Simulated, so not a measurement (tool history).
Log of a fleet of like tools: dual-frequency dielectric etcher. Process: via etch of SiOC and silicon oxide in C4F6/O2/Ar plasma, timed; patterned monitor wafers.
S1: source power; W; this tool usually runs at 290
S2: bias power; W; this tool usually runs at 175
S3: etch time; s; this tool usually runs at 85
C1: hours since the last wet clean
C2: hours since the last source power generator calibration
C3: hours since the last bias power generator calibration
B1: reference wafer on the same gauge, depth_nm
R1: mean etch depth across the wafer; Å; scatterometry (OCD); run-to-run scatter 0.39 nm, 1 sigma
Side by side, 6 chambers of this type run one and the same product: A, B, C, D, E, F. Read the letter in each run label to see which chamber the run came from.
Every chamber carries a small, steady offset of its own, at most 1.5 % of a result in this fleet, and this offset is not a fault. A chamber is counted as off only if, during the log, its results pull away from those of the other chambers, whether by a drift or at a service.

Run 1E, hour 9.8: usual settings; C1 86.6; C2 224.9; C3 1296.1; B1 74.017. Result: R1 834.10 Å.
Run 2A, hour 17.3: usual settings; C1 101.8; C2 3575.2; C3 3709.7; B1 74.061. Result: R1 836.18 Å.
Run 3D, hour 26.2: usual settings; C1 308.3; C2 3892.3; C3 301.0; B1 74.113. Result: R1 838.25 Å.
Run 4F, hour 35.7: usual settings; C1 104.0; C2 4375.8; C3 607.6; B1 74.124. Result: R1 851.19 Å.
Run 5C, hour 45.4: usual settings; C1 450.2; C2 2597.0; C3 1321.2; B1 74.115. Result: R1 846.30 Å.
Run 6B, hour 50.1: usual settings but S2 157 W; C1 285.2; C2 2672.4; C3 1178.4; B1 74.079. Result: R1 810.95 Å.
Run 7A, hour 58.1: usual settings but S2 157 W; C1 142.6; C2 3616.0; C3 3750.5; B1 74.096. Result: R1 816.78 Å.
Run 8B, hour 65.2: usual settings but S2 157 W; C1 300.3; C2 2687.5; C3 1193.5; B1 73.978. Result: R1 813.95 Å.
Run 9E, hour 74.7: usual settings but S2 157 W; C1 151.5; C2 289.8; C3 1361.0; B1 74.069. Result: R1 805.39 Å.
Run 10F, hour 84.1: usual settings but S2 157 W; C1 152.4; C2 4424.2; C3 656.0; B1 74.081. Result: R1 817.04 Å.
Run 11C, hour 93.5: usual settings but S2 157 W; C1 498.3; C2 2645.1; C3 1369.3; B1 74.156. Result: R1 808.62 Å.
Run 12D, hour 99.2: usual settings; C1 381.3; C2 3965.3; C3 374.0; B1 74.086. Result: R1 836.29 Å.
Run 13E, hour 103.7: usual settings; C1 180.5; C2 318.8; C3 1390.0; B1 74.027. Result: R1 839.92 Å.
Run 14A, hour 113.4: usual settings; C1 197.9; C2 3671.3; C3 3805.8; B1 74.182. Result: R1 838.45 Å.
Run 15D, hour 123.3: usual settings but S2 146 W; C1 405.4; C2 3989.4; C3 398.1; B1 74.130. Result: R1 792.68 Å.
Run 16F, hour 133.2: usual settings but S2 146 W; C1 201.5; C2 4473.3; C3 705.1; B1 74.152. Result: R1 799.33 Å.
Run 17B, hour 140.2: usual settings but S2 146 W; C1 375.3; C2 2762.5; C3 1268.5; B1 74.032. Result: R1 797.52 Å.
Run 18C, hour 146.4: usual settings but S2 146 W; C1 551.2; C2 2698.0; C3 1422.2; B1 74.122. Result: R1 791.85 Å.
At hour 150.2: chamber B: wet clean of the chamber.
Run 19A, hour 155.9: usual settings but S2 146 W; C1 240.4; C2 3713.8; C3 3848.3; B1 74.082. Result: R1 791.37 Å.
Run 20C, hour 162.9: usual settings but S2 146 W; C1 567.7; C2 2714.5; C3 1438.7; B1 74.094. Result: R1 794.56 Å.
Run 21F, hour 168.0: usual settings; C1 236.3; C2 4508.1; C3 739.9; B1 74.162. Result: R1 846.62 Å.
Run 22B, hour 176.8: usual settings but S2 198 W; C1 26.6; C2 2799.1; C3 1305.1; B1 74.054. Result: R1 923.02 Å.
Run 23E, hour 186.7: usual settings but S2 198 W; C1 263.5; C2 401.8; C3 1473.0; B1 74.067. Result: R1 871.71 Å.
Run 24D, hour 195.0: usual settings but S2 198 W; C1 477.1; C2 4061.1; C3 469.8; B1 74.138. Result: R1 874.38 Å.
Run 25C, hour 204.7: usual settings but S2 198 W; C1 609.5; C2 2756.3; C3 1480.5; B1 74.143. Result: R1 878.01 Å.
Run 26F, hour 209.5: usual settings but S2 198 W; C1 277.8; C2 4549.6; C3 781.4; B1 74.079. Result: R1 887.22 Å.
Run 27A, hour 217.6: usual settings but S2 198 W; C1 302.1; C2 3775.5; C3 3910.0; B1 74.136. Result: R1 872.94 Å.
Run 28D, hour 223.2: usual settings; C1 505.3; C2 4089.3; C3 498.0; B1 74.150. Result: R1 838.46 Å.
Run 29E, hour 229.0: usual settings; C1 305.8; C2 444.1; C3 1515.3; B1 74.146. Result: R1 834.10 Å.
Run 30B, hour 234.1: usual settings; C1 83.9; C2 2856.4; C3 1362.4; B1 74.150. Result: R1 892.00 Å.
Run 31A, hour 240.6: usual settings; C1 325.1; C2 3798.5; C3 3933.0; B1 74.062. Result: R1 847.88 Å.
Run 32C, hour 249.0: usual settings; C1 653.8; C2 2800.6; C3 1524.8; B1 74.096. Result: R1 844.55 Å.
Run 33D, hour 254.6: usual settings but S1 350 W, S2 157 W; C1 536.7; C2 4120.7; C3 529.4; B1 74.071. Result: R1 868.97 Å.
At hour 258.3: chamber D: wet clean of the chamber.
Run 34B, hour 262.5: usual settings but S1 350 W, S2 157 W; C1 112.3; C2 2884.8; C3 1390.8; B1 74.117. Result: R1 927.37 Å.
Run 35E, hour 270.0: usual settings but S1 350 W, S2 157 W; C1 346.8; C2 485.1; C3 1556.3; B1 74.185. Result: R1 871.83 Å.
Run 36F, hour 277.0: usual settings but S1 350 W, S2 157 W; C1 345.3; C2 4617.1; C3 848.9; B1 74.037. Result: R1 879.30 Å.
Run 37E, hour 286.4: usual settings but S1 350 W, S2 157 W; C1 363.2; C2 501.5; C3 1572.7; B1 74.172. Result: R1 865.65 Å.
Run 38B, hour 293.8: usual settings but S1 350 W, S2 157 W; C1 143.6; C2 2916.1; C3 1422.1; B1 74.083. Result: R1 926.60 Å.
Run 39C, hour 301.9: usual settings; C1 706.7; C2 2853.5; C3 1577.7; B1 74.141. Result: R1 839.82 Å.
Run 40D, hour 307.1: usual settings; C1 48.9; C2 4173.2; C3 581.9; B1 74.088. Result: R1 845.07 Å.
Run 41A, hour 317.0: usual settings; C1 401.5; C2 3874.9; C3 4009.4; B1 73.982. Result: R1 836.72 Å.
Run 42F, hour 321.6: usual settings; C1 389.9; C2 4661.7; C3 893.5; B1 74.102. Result: R1 860.84 Å.
Run 43F, hour 326.9: usual settings; C1 395.2; C2 4667.0; C3 898.8; B1 74.118. Result: R1 852.61 Å.

The same settings go to every chamber for the next run, one line per chamber below. Forecast the results for each:
Run 44A, hour 334.3: usual settings but S2 147 W. Result: R1 ?.
Run 44B, hour 334.3: usual settings but S2 147 W. Result: R1 ?.
Run 44C, hour 334.3: usual settings but S2 147 W. Result: R1 ?.
Run 44D, hour 334.3: usual settings but S2 147 W. Result: R1 ?.
Run 44E, hour 334.3: usual settings but S2 147 W. Result: R1 ?.
Run 44F, hour 334.3: usual settings but S2 147 W. Result: R1 ?.

run      R1
44A  802.48
44B  838.01
44C  798.71
44D  789.30
44E  788.91
44F  802.14
